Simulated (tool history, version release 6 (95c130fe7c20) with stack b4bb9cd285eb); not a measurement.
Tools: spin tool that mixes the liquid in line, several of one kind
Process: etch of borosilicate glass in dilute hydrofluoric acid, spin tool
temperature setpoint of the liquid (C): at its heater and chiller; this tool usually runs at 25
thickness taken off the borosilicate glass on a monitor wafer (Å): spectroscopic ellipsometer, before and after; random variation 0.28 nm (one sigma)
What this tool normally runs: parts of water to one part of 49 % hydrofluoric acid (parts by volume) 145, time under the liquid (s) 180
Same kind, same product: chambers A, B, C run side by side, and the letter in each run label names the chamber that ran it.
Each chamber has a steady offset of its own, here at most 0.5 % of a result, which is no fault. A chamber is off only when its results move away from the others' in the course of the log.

run    day  temperature setpoint of the liquid (C)  parts of water to one part of 49 % hydrofluoric acid (parts by volume)  time under the liquid (s)  read-back film thickness of the borosilicate glass reference wafer, read on the same gauge (nm)  thickness taken off the borosilicate glass on a monitor wafer (Å)
 1A  0.121                                      25                                                                     145                        180                                                                                           39.991                                                             421.34
 2C  0.308                                      25                                                                     145                        180                                                                                           40.008                                                             425.12
 3B  0.467                                      25                                                                     145                        180                                                                                           39.999                                                             421.89
 4C  0.638                                      25                                                                     145                        180                                                                                           40.008                                                              426.8
 5B  0.804                                      25                                                                     145                        180                                                                                           40.027                                                             426.92
 6A  0.983                                      25                                                                     145                        180                                                                                           39.997                                                             421.18
 7A  1.192                                      25                                                                     145                        180                                                                                           39.982                                                             419.97
 8B  1.312                                      25                                                                     145                        180                                                                                           39.995                                                             426.16
 9C  1.417                                      25                                                                     200                        120                                                                                           40.007                                                             192.12
10B  1.625                                      25                                                                     200                        120                                                                                           39.995                                                             194.12
11C  1.738                                      25                                                                     200                        120                                                                                           40.019                                                             190.06
12A  1.867                                      25                                                                     145                        180                                                                                           40.031                                                             422.84
13A  2.004                                    23.5                                                                     170                        180                                                                                           40.023                                                             331.83
14C  2.171                                    23.5                                                                     170                        180                                                                                           39.976                                                             331.19
15B  2.379                                    23.5                                                                     170                        180                                                                                           39.971                                                             334.89
16B  2.504                                      25                                                                     145                        180                                                                                           39.994                                                             430.84
17A  2.646                                    27.5                                                                     190                        180                                                                                           39.985                                                             334.61
18C  2.767                                    27.5                                                                     190                        180                                                                                           40.012                                                             336.98
19A  2.929                                    27.5                                                                     190                        180                                                                                           40.012                                                             335.15
20C   3.05                                      25                                                                     145                        180                                                                                           39.978                                                              423.7
21B  3.258                                      25                                                                     145                        180                                                                                           40.013                                                             438.28
22A  3.354                                      25                                                                     145                        180                                                                                           40.018                                                             429.47
23B  3.508                                      25                                                                     145                        180                                                                                           40.001                                                             436.27
     3.562  -- chamber C: thermometer replaced
24C  3.621                                      25                                                                     145                        180                                                                                           40.003                                                             419.12
25A  3.758                                      25                                                                     145                        180                                                                                           40.011                                                             421.45
26C  3.879                                      25                                                                     145                        180                                                                                            39.99                                                             424.24
27B  3.975                                      25                                                                     145                        180                                                                                           39.989                                                             446.49
28A  4.104                                      25                                                                     145                        180                                                                                           40.015                                                             426.26
29B  4.312                                      25                                                                     145                        180                                                                                           39.999                                                             440.93
30C  4.504                                      25                                                                     145                        180                                                                                            39.99                                                             426.88
31A  4.696                                      25                                                                     145                        180                                                                                           39.981                                                             419.12
32C  4.821                                      25                                                                     145                        135                                                                                           40.007                                                             317.45

All 3 chambers run these settings next. Forecast each chamber's results:
33A  4.975                                      25                                                                     145                        180                                                                                                                                                                   ?
33B  4.975                                      25                                                                     145                        180                                                                                                                                                                   ?
33C  4.975                                      25                                                                     145                        180                                                                                                                                                                   ?

run  thickness taken off the borosilicate glass on a monitor wafer (Å)
33A                                                              427.7
33B                                                              449.7
33C                                                             422.04

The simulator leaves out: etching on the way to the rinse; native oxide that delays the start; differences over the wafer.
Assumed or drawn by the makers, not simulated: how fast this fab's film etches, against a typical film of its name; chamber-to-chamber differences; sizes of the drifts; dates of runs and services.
